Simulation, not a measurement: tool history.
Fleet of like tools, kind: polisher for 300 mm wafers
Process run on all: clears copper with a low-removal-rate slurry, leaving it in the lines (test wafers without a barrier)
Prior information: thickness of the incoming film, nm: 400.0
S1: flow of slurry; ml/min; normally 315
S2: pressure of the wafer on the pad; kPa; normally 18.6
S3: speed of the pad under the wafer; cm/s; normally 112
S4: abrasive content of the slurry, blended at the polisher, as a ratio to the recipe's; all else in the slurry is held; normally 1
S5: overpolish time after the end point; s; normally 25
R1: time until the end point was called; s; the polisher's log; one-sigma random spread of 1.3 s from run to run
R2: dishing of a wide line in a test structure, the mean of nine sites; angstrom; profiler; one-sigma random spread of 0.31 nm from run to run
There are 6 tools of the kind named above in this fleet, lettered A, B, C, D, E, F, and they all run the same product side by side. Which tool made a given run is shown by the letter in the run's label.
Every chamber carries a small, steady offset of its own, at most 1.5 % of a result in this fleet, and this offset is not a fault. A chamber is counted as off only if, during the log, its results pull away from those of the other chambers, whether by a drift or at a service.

At hour 1.6: chamber D: worn pad replaced by a new one.
At hour 5.4: chamber C: worn pad replaced by a new one.
Run 1B, hour 6.4: usual settings. Result: R1 141.98 s, R2 278.44 angstrom.
Run 2A, hour 13: usual settings. Result: R1 144.01 s, R2 283.19 angstrom.
Run 3E, hour 19.9: usual settings. Result: R1 143.98 s, R2 267.12 angstrom.
At hour 22.7: chamber F: slurry nozzle cleaned.
At hour 22.9: chamber D: head pressure recalibrated.
Run 4D, hour 23.1: usual settings. Result: R1 145.53 s, R2 274.87 angstrom.
Run 5F, hour 28.4: usual settings. Result: R1 146.01 s, R2 271.54 angstrom.
Run 6C, hour 33.1: usual settings. Result: R1 144.21 s, R2 271.52 angstrom.
At hour 35.1: chamber C: head pressure recalibrated.
Run 7E, hour 37.6: usual settings. Result: R1 144 s, R2 271.41 angstrom.
Run 8C, hour 41: usual settings. Result: R1 144.96 s, R2 274.51 angstrom.
Run 9F, hour 44.2: usual settings. Result: R1 144.14 s, R2 266.97 angstrom.
Run 10D, hour 49.4: usual settings. Result: R1 144.37 s, R2 273.44 angstrom.
Run 11A, hour 53.6: usual settings. Result: R1 145.9 s, R2 266.05 angstrom.
At hour 56.3: chamber A: slurry nozzle cleaned.
Run 12B, hour 59.9: usual settings. Result: R1 142.79 s, R2 266.55 angstrom.
At hour 60: chamber B: worn pad replaced by a new one.
Run 13D, hour 63.4: usual settings but S4 1.15. Result: R1 139.18 s, R2 276.02 angstrom.
At hour 66.4: chamber E: slurry nozzle cleaned.
Run 14F, hour 66.4: usual settings but S4 1.15. Result: R1 140.28 s, R2 277.95 angstrom.
Run 15B, hour 72.9: usual settings but S4 1.15. Result: R1 136.45 s, R2 276.04 angstrom.
Run 16A, hour 79.4: usual settings but S4 1.15. Result: R1 136.84 s, R2 278.81 angstrom.
At hour 80.9: chamber A: head pressure recalibrated.
At hour 81.3: chamber D: slurry nozzle cleaned.
Run 17C, hour 83: usual settings but S4 1.15. Result: R1 140.62 s, R2 272.5 angstrom.
Run 18E, hour 87.4: usual settings but S4 1.15. Result: R1 139.8 s, R2 272.05 angstrom.
At hour 87.9: chamber F: worn pad replaced by a new one.
Run 19B, hour 91.8: usual settings. Result: R1 141.68 s, R2 273.28 angstrom.
At hour 92.8: chamber C: slurry blender recalibrated.
At hour 95: chamber F: head pressure recalibrated.
Run 20A, hour 96.5: usual settings. Result: R1 144.92 s, R2 273.95 angstrom.
Run 21F, hour 100.1: usual settings. Result: R1 145.25 s, R2 275.97 angstrom.
At hour 103.1: chamber F: slurry blender recalibrated.
Run 22E, hour 105.5: usual settings. Result: R1 144.13 s, R2 267.89 angstrom.
Run 23D, hour 111: usual settings. Result: R1 143.34 s, R2 269.55 angstrom.
Run 24C, hour 115.9: usual settings. Result: R1 146.21 s, R2 266.92 angstrom.
At hour 119: chamber C: slurry nozzle cleaned.
Run 25D, hour 119.7: usual settings. Result: R1 144.57 s, R2 270.35 angstrom.
At hour 121.1: chamber A: slurry blender recalibrated.
At hour 122.2: chamber C: worn pad replaced by a new one.
Run 26B, hour 122.7: usual settings. Result: R1 141.7 s, R2 276.11 angstrom.
At hour 124.4: chamber B: slurry nozzle cleaned.
Run 27F, hour 127.4: usual settings. Result: R1 143.2 s, R2 272.16 angstrom.
Run 28E, hour 132.2: usual settings. Result: R1 142.45 s, R2 270.83 angstrom.
Run 29A, hour 138.5: usual settings. Result: R1 143.52 s, R2 273.37 angstrom.
Run 30C, hour 143.1: usual settings but S1 225 ml/min, S3 72 cm/s. Result: R1 231.13 s, R2 217.14 angstrom.
Run 31B, hour 149.2: usual settings but S1 225 ml/min, S3 72 cm/s. Result: R1 230.87 s, R2 213.11 angstrom.
Run 32A, hour 154.7: usual settings but S1 225 ml/min, S3 72 cm/s. Result: R1 232.07 s, R2 221.75 angstrom.
Run 33F, hour 158: usual settings but S1 225 ml/min, S3 72 cm/s. Result: R1 235.85 s, R2 214.13 angstrom.
Run 34C, hour 162.9: usual settings but S1 225 ml/min, S3 72 cm/s. Result: R1 232.7 s, R2 215.33 angstrom.
Run 35D, hour 168.6: usual settings but S1 225 ml/min, S3 72 cm/s. Result: R1 232.1 s, R2 218.93 angstrom.
At hour 172.9: chamber E: slurry blender recalibrated.
Run 36E, hour 175.4: usual settings. Result: R1 144.05 s, R2 272.12 angstrom.
Run 37B, hour 181.9: usual settings but S4 1.1. Result: R1 139.8 s, R2 268.33 angstrom.
Run 38F, hour 186.9: usual settings but S4 1.1. Result: R1 142.59 s, R2 270.31 angstrom.

Has any chamber moved away from the others, gradually or after a service, or does the common gauge drift, or do the chambers differ only by their own small steady offsets? State the chamber and the most likely cause if one applies.

Nothing is wrong: each chamber keeps only its own small, steady offset and the gauge holds still.

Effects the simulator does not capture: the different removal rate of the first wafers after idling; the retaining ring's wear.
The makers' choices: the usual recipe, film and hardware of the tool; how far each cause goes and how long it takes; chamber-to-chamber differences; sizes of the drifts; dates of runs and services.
